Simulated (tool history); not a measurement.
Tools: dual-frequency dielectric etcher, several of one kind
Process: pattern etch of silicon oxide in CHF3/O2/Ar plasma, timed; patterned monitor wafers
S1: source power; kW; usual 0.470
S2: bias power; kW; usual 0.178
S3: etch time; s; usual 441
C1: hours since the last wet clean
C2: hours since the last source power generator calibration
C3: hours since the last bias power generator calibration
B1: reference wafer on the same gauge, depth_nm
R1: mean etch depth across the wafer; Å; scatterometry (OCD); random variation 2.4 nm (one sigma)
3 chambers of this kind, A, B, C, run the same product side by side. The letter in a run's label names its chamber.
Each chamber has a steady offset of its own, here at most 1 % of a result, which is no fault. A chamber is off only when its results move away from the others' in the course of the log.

run,hour,S1,S2,S3,C1,C2,C3,B1,R1
1A,8.7,0.470,0.178,441,265.2,860.8,673.4,679.93,7915.4
2B,14.6,0.470,0.178,441,133.2,3196.7,4401.3,680.22,7960.6
3C,20.0,0.470,0.178,441,349.4,457.0,1875.8,680.24,7850.9
4A,25.9,0.470,0.178,441,282.4,878.0,690.6,680.25,7908.6
# hour 26.8: chamber C: bias power generator calibrated
# hour 33.0: chamber C: wet clean of the chamber
5C,35.6,0.470,0.178,441,2.6,472.6,8.8,679.98,7855.1
6B,45.3,0.470,0.178,441,163.9,3227.4,4432.0,679.96,7876.1
7A,53.3,0.470,0.178,441,309.8,905.4,718.0,679.77,7936.6
8C,60.2,0.470,0.178,441,27.2,497.2,33.4,680.27,7882.8
9B,67.8,0.470,0.178,441,186.4,3249.9,4454.5,679.71,7887.5
10C,77.7,0.470,0.178,441,44.7,514.7,50.9,679.69,7874.8
11A,85.5,0.470,0.178,441,342.0,937.6,750.2,679.76,7909.6
# hour 90.5: chamber B: bias power generator calibrated
12B,95.4,0.470,0.178,441,214.0,3277.5,4.9,680.01,7850.0
13C,102.7,0.470,0.196,557,69.7,539.7,75.9,680.63,10276.0
14A,110.9,0.470,0.196,557,367.4,963.0,775.6,680.02,10367.0
15B,119.7,0.470,0.196,557,238.3,3301.8,29.2,680.40,10158.0
16B,127.8,0.470,0.178,441,246.4,3309.9,37.3,680.36,7767.2
17C,136.4,0.550,0.141,441,103.4,573.4,109.6,679.79,7735.6
# hour 140.4: chamber A: wet clean of the chamber
18A,146.3,0.550,0.141,441,6.0,998.4,811.0,680.41,7821.9
19C,158.1,0.550,0.141,441,125.1,595.1,131.3,680.12,7733.6
20A,168.2,0.470,0.178,441,27.9,1020.3,832.9,679.60,7899.8
21B,177.9,0.470,0.178,441,296.5,3360.0,87.4,680.17,7689.4
22A,184.9,0.470,0.178,441,44.6,1037.0,849.6,679.63,7945.0

All 3 chambers run these settings next. Forecast each chamber's results:
23A,193.4,0.470,0.178,441,,,,,?
23B,193.4,0.470,0.178,441,,,,,?
23C,193.4,0.470,0.178,441,,,,,?

run,R1
23A,7953.1
23B,7663.6
23C,7883.6
